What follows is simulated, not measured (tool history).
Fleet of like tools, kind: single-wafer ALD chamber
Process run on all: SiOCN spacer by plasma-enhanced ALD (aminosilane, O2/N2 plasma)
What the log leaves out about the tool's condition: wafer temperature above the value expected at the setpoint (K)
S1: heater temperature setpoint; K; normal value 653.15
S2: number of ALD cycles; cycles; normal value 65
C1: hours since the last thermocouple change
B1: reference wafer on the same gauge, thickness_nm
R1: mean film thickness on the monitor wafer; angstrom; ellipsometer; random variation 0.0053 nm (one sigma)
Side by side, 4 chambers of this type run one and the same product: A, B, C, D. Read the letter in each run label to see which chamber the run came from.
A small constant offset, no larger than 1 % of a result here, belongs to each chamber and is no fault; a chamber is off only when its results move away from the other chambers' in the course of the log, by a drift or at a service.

run 1D day=0.275 | S1=653.15 S2=65 | C1=1295.2 | B1=3.5901 | R1=39.035
run 2A day=0.583 | S1=653.15 S2=65 | C1=17.4 | B1=3.5891 | R1=38.969
run 3C day=0.896 | S1=653.15 S2=65 | C1=982.7 | B1=3.5879 | R1=39.457
run 4B day=1.121 | S1=653.15 S2=65 | C1=936.8 | B1=3.5879 | R1=39.019
run 5B day=1.45 | S1=653.15 S2=65 | C1=944.7 | B1=3.5874 | R1=38.981
run 6A day=1.717 | S1=661.15 S2=53 | C1=44.6 | B1=3.5849 | R1=31.864
run 7C day=2.079 | S1=661.15 S2=53 | C1=1011.1 | B1=3.5852 | R1=32.058
run 8D day=2.362 | S1=661.15 S2=53 | C1=1345.3 | B1=3.5838 | R1=31.876
run 9C day=2.808 | S1=661.15 S2=53 | C1=1028.6 | B1=3.5843 | R1=32.162
run 10D day=3.242 | S1=653.15 S2=65 | C1=1366.4 | B1=3.5817 | R1=38.95
run 11A day=3.646 | S1=653.15 S2=65 | C1=90.9 | B1=3.5826 | R1=38.956
run 12B day=3.967 | S1=653.15 S2=65 | C1=1005.1 | B1=3.5806 | R1=38.919
run 13A day=4.362 | S1=653.15 S2=65 | C1=108.1 | B1=3.5794 | R1=38.968
run 14D day=4.658 | S1=653.15 S2=65 | C1=1400.4 | B1=3.5789 | R1=39.031
run 15B day=5.004 | S1=653.15 S2=65 | C1=1030 | B1=3.578 | R1=38.941
run 16C day=5.317 | S1=653.15 S2=65 | C1=1088.8 | B1=3.5765 | R1=39.31
run 17D day=5.567 | S1=653.15 S2=65 | C1=1422.2 | B1=3.5773 | R1=38.964
run 18C day=5.8 | S1=653.15 S2=65 | C1=1100.4 | B1=3.5762 | R1=39.281
run 19A day=6.146 | S1=653.15 S2=65 | C1=150.9 | B1=3.5745 | R1=38.874
run 20B day=6.362 | S1=653.15 S2=65 | C1=1062.6 | B1=3.5744 | R1=38.921
run 21C day=6.554 | S1=653.15 S2=65 | C1=1118.5 | B1=3.5748 | R1=39.315
run 22A day=6.75 | S1=639.15 S2=52 | C1=165.4 | B1=3.5742 | R1=31.112
run 23B day=7.029 | S1=639.15 S2=52 | C1=1078.6 | B1=3.5714 | R1=31.143
run 24D day=7.317 | S1=639.15 S2=52 | C1=1464.2 | B1=3.5717 | R1=31.125
run 25A day=7.542 | S1=639.15 S2=52 | C1=184.4 | B1=3.5707 | R1=31.01
run 26C day=7.846 | S1=647.15 S2=65 | C1=1149.5 | B1=3.5702 | R1=39.359

Read the log: is a single chamber off, either drifting away or since a service, is the gauge that measures every chamber drifting, or is nothing wrong beyond small per-chamber offsets? Name any odd chamber and what most likely caused it.

Every chamber seems to shift together because the gauge that measures them all drifts; the chambers themselves are fine.
Most likely cause: gauge reads low (%) = 0.56.
